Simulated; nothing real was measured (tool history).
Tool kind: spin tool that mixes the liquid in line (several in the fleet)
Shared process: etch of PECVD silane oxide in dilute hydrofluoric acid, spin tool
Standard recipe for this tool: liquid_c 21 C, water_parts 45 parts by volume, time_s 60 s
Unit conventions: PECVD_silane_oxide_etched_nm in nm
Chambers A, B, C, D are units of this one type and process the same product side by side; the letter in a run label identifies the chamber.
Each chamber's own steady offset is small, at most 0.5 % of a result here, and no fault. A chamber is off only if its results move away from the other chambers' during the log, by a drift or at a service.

run	hour	liquid_c	water_parts	time_s	hours since the thermometer was replaced	hours since the hydrofluoric acid flow meter was replaced	read-back film thickness of the PECVD silane oxide reference wafer, read on the same gauge (nm)	PECVD_silane_oxide_etched_nm
1A	6.9	21	45	60	1415.2	283.2	30	19.216
# hour 9.4: chamber C: hydrofluoric acid flow meter replaced
2D	18.5	21	45	60	872.1	292.7	30.012	18.899
3C	30.2	21	45	60	1528.9	20.9	30.054	19.137
4B	39.5	21	45	60	1582	157.1	29.988	19.117
# hour 50.2: chamber A: thermometer replaced
5C	50.8	21	45	60	1549.5	41.5	29.991	19.138
# hour 57.1: chamber C: thermometer replaced
6A	63	21	45	60	12.9	339.3	30.023	19.059
7B	75.3	21	45	60	1617.8	192.9	29.991	19.071
8D	87	21	45	85	940.6	361.2	30.01	26.689
9A	96.7	21	45	85	46.6	373	29.994	26.65
10C	108.6	21	45	85	51.6	99.3	29.996	27.234
11D	120.3	21	45	85	973.9	394.5	29.99	26.934
12B	131.8	21	45	60	1674.3	249.4	30.042	18.831
13B	145.2	21	45	40	1687.7	262.8	30.006	12.65
14A	156.3	21	45	40	106.2	432.6	30.008	12.504
# hour 159: chamber A: hydrofluoric acid flow meter replaced
15D	169.7	21	45	40	1023.3	443.9	29.965	12.706
16C	178.1	21	45	40	121.1	168.8	30	12.61
17A	186.1	21	45	60	136	27.1	29.995	18.912
18C	199.2	21	45	60	142.2	189.9	30.019	19.02
19B	209.2	21	45	60	1751.7	326.8	30.029	18.99
20D	220.5	21	45	60	1074.1	494.7	30.007	18.976
21C	233.8	21	45	60	176.8	224.5	30.022	18.962
22B	245.8	21	45	60	1788.3	363.4	29.987	18.987
23D	259.1	21	45	60	1112.7	533.3	29.962	18.771
24A	268.7	21	45	60	218.6	109.7	30.007	18.923
25D	275.3	21	45	60	1128.9	549.5	30.058	18.907
26C	283.7	21	45	60	226.7	274.4	30.009	18.936
27A	295.1	21	45	60	245	136.1	30.008	18.92
28B	307	21	45	60	1849.5	424.6	30.028	19.052

Predict what each chamber gives when all 4 of them run the settings below next.
29A	316.9	19	45	60				?
29B	316.9	19	45	60				?
29C	316.9	19	45	60				?
29D	316.9	19	45	60				?

run	PECVD_silane_oxide_etched_nm
29A	17.623
29B	17.575
29C	17.34
29D	17.484

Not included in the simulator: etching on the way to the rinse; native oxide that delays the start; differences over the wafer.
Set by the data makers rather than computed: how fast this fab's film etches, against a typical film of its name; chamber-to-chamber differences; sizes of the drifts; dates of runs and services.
